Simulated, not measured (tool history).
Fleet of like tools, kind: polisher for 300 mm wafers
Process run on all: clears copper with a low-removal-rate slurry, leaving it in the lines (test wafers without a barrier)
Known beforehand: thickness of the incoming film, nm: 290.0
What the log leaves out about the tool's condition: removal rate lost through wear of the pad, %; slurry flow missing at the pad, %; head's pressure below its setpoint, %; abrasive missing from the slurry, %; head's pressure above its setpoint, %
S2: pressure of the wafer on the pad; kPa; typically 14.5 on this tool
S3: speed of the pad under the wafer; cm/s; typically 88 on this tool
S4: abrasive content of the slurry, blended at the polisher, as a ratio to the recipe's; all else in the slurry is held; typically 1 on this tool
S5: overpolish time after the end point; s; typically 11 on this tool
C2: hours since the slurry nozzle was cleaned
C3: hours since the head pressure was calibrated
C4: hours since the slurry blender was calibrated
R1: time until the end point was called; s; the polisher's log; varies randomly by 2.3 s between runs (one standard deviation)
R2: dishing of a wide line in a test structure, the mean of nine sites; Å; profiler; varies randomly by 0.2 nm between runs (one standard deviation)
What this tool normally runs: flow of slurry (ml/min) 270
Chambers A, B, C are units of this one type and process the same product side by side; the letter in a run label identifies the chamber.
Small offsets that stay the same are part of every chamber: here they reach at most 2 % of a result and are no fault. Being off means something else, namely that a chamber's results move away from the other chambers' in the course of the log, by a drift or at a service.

{"run": "1A", "hour": 5.3, "flow of slurry (ml/min)": 270, "S2": 14.5, "S3": 88, "S4": 1, "S5": 11, "wafers polished on this pad": 268, "C2": 601.7, "C3": 801.5, "C4": 29.7, "R1": 135.95, "R2": 166.78}
{"run": "2C", "hour": 9.7, "flow of slurry (ml/min)": 270, "S2": 14.5, "S3": 88, "S4": 1, "S5": 11, "wafers polished on this pad": 121, "C2": 74.7, "C3": 221.0, "C4": 97.5, "R1": 142.21, "R2": 169.58}
{"run": "3B", "hour": 15.1, "flow of slurry (ml/min)": 270, "S2": 14.5, "S3": 88, "S4": 1, "S5": 11, "wafers polished on this pad": 285, "C2": 83.9, "C3": 184.9, "C4": 96.4, "R1": 137.96, "R2": 163.76}
{"run": "4C", "hour": 20.7, "flow of slurry (ml/min)": 270, "S2": 14.5, "S3": 88, "S4": 1, "S5": 11, "wafers polished on this pad": 170, "C2": 85.7, "C3": 232.0, "C4": 108.5, "R1": 139.37, "R2": 164.35}
{"run": "5B", "hour": 24.0, "flow of slurry (ml/min)": 270, "S2": 14.5, "S3": 88, "S4": 1, "S5": 11, "wafers polished on this pad": 325, "C2": 92.8, "C3": 193.8, "C4": 105.3, "R1": 132.67, "R2": 163.6}
{"run": "6A", "hour": 27.2, "flow of slurry (ml/min)": 270, "S2": 14.5, "S3": 88, "S4": 1, "S5": 11, "wafers polished on this pad": 366, "C2": 623.6, "C3": 823.4, "C4": 51.6, "R1": 135.9, "R2": 167.56}
{"run": "7A", "hour": 31.4, "flow of slurry (ml/min)": 270, "S2": 14.5, "S3": 88, "S4": 1, "S5": 11, "wafers polished on this pad": 385, "C2": 627.8, "C3": 827.6, "C4": 55.8, "R1": 137.29, "R2": 163.42}
{"run": "8B", "hour": 36.4, "flow of slurry (ml/min)": 270, "S2": 14.5, "S3": 88, "S4": 1, "S5": 11, "wafers polished on this pad": 380, "C2": 105.2, "C3": 206.2, "C4": 117.7, "R1": 135.57, "R2": 163.07}
{"hour": 39.7, "done": "chamber B: slurry blender recalibrated"}
{"run": "9C", "hour": 41.3, "flow of slurry (ml/min)": 270, "S2": 14.5, "S3": 88, "S4": 1, "S5": 11, "wafers polished on this pad": 263, "C2": 106.3, "C3": 252.6, "C4": 129.1, "R1": 136.49, "R2": 167.94}
{"run": "10A", "hour": 44.2, "flow of slurry (ml/min)": 270, "S2": 14.5, "S3": 88, "S4": 1, "S5": 11, "wafers polished on this pad": 442, "C2": 640.6, "C3": 840.4, "C4": 68.6, "R1": 141.05, "R2": 164.08}
{"run": "11B", "hour": 47.5, "flow of slurry (ml/min)": 270, "S2": 14.5, "S3": 88, "S4": 1, "S5": 11, "wafers polished on this pad": 430, "C2": 116.3, "C3": 217.3, "C4": 7.8, "R1": 135.67, "R2": 161.81}
{"run": "12C", "hour": 50.5, "flow of slurry (ml/min)": 270, "S2": 14.5, "S3": 88, "S4": 1, "S5": 11, "wafers polished on this pad": 304, "C2": 115.5, "C3": 261.8, "C4": 138.3, "R1": 136.53, "R2": 166.03}
{"run": "13B", "hour": 54.1, "flow of slurry (ml/min)": 270, "S2": 14.5, "S3": 88, "S4": 1, "S5": 11, "wafers polished on this pad": 460, "C2": 122.9, "C3": 223.9, "C4": 14.4, "R1": 134.37, "R2": 161.16}
{"run": "14A", "hour": 59.4, "flow of slurry (ml/min)": 300, "S2": 14.5, "S3": 88, "S4": 1, "S5": 11, "wafers polished on this pad": 510, "C2": 655.8, "C3": 855.6, "C4": 83.8, "R1": 141.45, "R2": 163.78}
{"run": "15C", "hour": 62.5, "flow of slurry (ml/min)": 300, "S2": 14.5, "S3": 88, "S4": 1, "S5": 11, "wafers polished on this pad": 358, "C2": 127.5, "C3": 273.8, "C4": 150.3, "R1": 130.31, "R2": 170.38}
{"run": "16B", "hour": 67.5, "flow of slurry (ml/min)": 300, "S2": 14.5, "S3": 88, "S4": 1, "S5": 11, "wafers polished on this pad": 520, "C2": 136.3, "C3": 237.3, "C4": 27.8, "R1": 131.67, "R2": 167.46}
{"hour": 69.7, "done": "chamber A: slurry nozzle cleaned"}
{"run": "17A", "hour": 70.4, "flow of slurry (ml/min)": 270, "S2": 14.5, "S3": 88, "S4": 1, "S5": 11, "wafers polished on this pad": 560, "C2": 0.7, "C3": 866.6, "C4": 94.8, "R1": 145.6, "R2": 159.23}
{"run": "18C", "hour": 75.1, "flow of slurry (ml/min)": 270, "S2": 14.5, "S3": 88, "S4": 1, "S5": 11, "wafers polished on this pad": 414, "C2": 140.1, "C3": 286.4, "C4": 162.9, "R1": 135.62, "R2": 164.0}
{"run": "19B", "hour": 79.3, "flow of slurry (ml/min)": 345, "S2": 14.5, "S3": 100, "S4": 1, "S5": 11, "wafers polished on this pad": 573, "C2": 148.1, "C3": 249.1, "C4": 39.6, "R1": 114.93, "R2": 187.63}
{"run": "20C", "hour": 82.9, "flow of slurry (ml/min)": 345, "S2": 14.5, "S3": 100, "S4": 1, "S5": 11, "wafers polished on this pad": 449, "C2": 147.9, "C3": 294.2, "C4": 170.7, "R1": 118.15, "R2": 191.12}
{"run": "21A", "hour": 88.3, "flow of slurry (ml/min)": 345, "S2": 14.5, "S3": 100, "S4": 1, "S5": 11, "wafers polished on this pad": 640, "C2": 18.6, "C3": 884.5, "C4": 112.7, "R1": 125.55, "R2": 177.35}
{"run": "22A", "hour": 93.4, "flow of slurry (ml/min)": 270, "S2": 14.5, "S3": 88, "S4": 1, "S5": 11, "wafers polished on this pad": 663, "C2": 23.7, "C3": 889.6, "C4": 117.8, "R1": 145.95, "R2": 157.86}
{"run": "23C", "hour": 97.5, "flow of slurry (ml/min)": 270, "S2": 14.5, "S3": 88, "S4": 1, "S5": 11, "wafers polished on this pad": 515, "C2": 162.5, "C3": 308.8, "C4": 185.3, "R1": 138.68, "R2": 166.19}
{"run": "24B", "hour": 101.4, "flow of slurry (ml/min)": 270, "S2": 14.5, "S3": 88, "S4": 1, "S5": 11, "wafers polished on this pad": 672, "C2": 170.2, "C3": 271.2, "C4": 61.7, "R1": 132.75, "R2": 161.34}
{"run": "25A", "hour": 104.8, "flow of slurry (ml/min)": 270, "S2": 14.5, "S3": 88, "S4": 1, "S5": 11, "wafers polished on this pad": 714, "C2": 35.1, "C3": 901.0, "C4": 129.2, "R1": 142.44, "R2": 155.35}
{"run": "26B", "hour": 109.6, "flow of slurry (ml/min)": 270, "S2": 14.5, "S3": 88, "S4": 1, "S5": 11, "wafers polished on this pad": 709, "C2": 178.4, "C3": 279.4, "C4": 69.9, "R1": 134.79, "R2": 161.1}

All 3 chambers run these settings next. Forecast each chamber's results:
{"run": "27A", "hour": 113.7, "flow of slurry (ml/min)": 270, "S2": 14.5, "S3": 88, "S4": 1, "S5": 8, "R1": "?", "R2": "?"}
{"run": "27B", "hour": 113.7, "flow of slurry (ml/min)": 270, "S2": 14.5, "S3": 88, "S4": 1, "S5": 8, "R1": "?", "R2": "?"}
{"run": "27C", "hour": 113.7, "flow of slurry (ml/min)": 270, "S2": 14.5, "S3": 88, "S4": 1, "S5": 8, "R1": "?", "R2": "?"}

run=27A R1=155.54 R2=114.02
run=27B R1=135.77 R2=123.12
run=27C R1=137.51 R2=124.18

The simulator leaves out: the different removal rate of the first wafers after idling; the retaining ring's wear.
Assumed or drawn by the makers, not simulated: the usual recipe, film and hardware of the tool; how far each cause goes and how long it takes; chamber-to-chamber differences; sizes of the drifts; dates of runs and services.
